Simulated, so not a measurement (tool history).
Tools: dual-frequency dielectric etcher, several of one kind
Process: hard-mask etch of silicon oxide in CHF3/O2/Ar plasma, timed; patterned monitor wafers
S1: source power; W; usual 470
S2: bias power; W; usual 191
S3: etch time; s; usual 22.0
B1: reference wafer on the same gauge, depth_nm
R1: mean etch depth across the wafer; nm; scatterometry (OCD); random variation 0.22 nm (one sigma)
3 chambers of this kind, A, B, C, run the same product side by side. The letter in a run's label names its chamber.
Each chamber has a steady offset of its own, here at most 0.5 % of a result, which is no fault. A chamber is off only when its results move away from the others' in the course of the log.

run     day   S1   S2    S3      B1      R1
 1B   0.379  470  191  22.0  44.856  40.437
 2A   0.846  470  191  22.0  44.829  40.237
 3C   1.167  470  191  22.0  44.828  40.554
 4C   1.638  470  191  22.0  44.833  40.469
      1.650  -- chamber A: wet clean of the chamber
 5A   2.129  470  191  22.0  44.809  40.256
 6B   2.733  470  191  22.0  44.796  40.741
 7B   3.379  470  191  22.0  44.720  40.621
 8A   3.758  470  191  22.0  44.812  40.593
 9C   4.079  470  191  22.0  44.785  40.559
      4.212  -- chamber B: wet clean of the chamber
10A   4.392  470  191  22.0  44.880  40.281
11B   4.796  470  191  22.0  44.788  40.114
12C   5.338  470  191  22.0  44.743  40.589
13C   5.829  470  191  22.0  44.850  40.629
14B   6.388  470  191  22.0  44.793  40.647
15A   6.758  470  191  22.0  44.790  40.347
16B   7.133  470  191  22.0  44.721  40.229
17C   7.608  420  191  22.0  44.834  38.881
18A   8.050  420  191  22.0  44.784  38.672
19C   8.346  420  191  22.0  44.784  38.835
20B   8.762  470  168  17.5  44.796  31.109
      9.025  -- chamber C: wet clean of the chamber
21A   9.271  470  168  17.5  44.833  30.727
22A   9.550  470  168  17.5  44.778  30.339
23C  10.017  470  191  22.0  44.834  40.537
24B  10.554  470  191  22.0  44.804  40.528
25A  11.129  470  191  22.0  44.846  40.279
26C  11.588  470  191  22.0  44.861  40.588
27B  12.029  560  191  22.0  44.769  43.303
28C  12.608  560  191  22.0  44.866  43.153
29B  13.146  560  191  22.0  44.782  43.348
30A  13.675  470  191  22.0  44.777  40.328
31B  14.021  470  191  22.0  44.839  40.376
32A  14.400  470  191  22.0  44.806  40.295
33C  14.746  470  191  22.0  44.797  40.633
34A  15.388  470  191  22.0  44.769  40.334
35C  15.925  470  191  22.0  44.787  40.254
36B  16.546  470  191  22.0  44.793  40.896

Is one chamber off against the others, does the gauge drift, or is nothing wrong? If a chamber is off, say which, and what the likeliest cause is.

No chamber stands off beyond its own small offset, and the gauge holds steady.

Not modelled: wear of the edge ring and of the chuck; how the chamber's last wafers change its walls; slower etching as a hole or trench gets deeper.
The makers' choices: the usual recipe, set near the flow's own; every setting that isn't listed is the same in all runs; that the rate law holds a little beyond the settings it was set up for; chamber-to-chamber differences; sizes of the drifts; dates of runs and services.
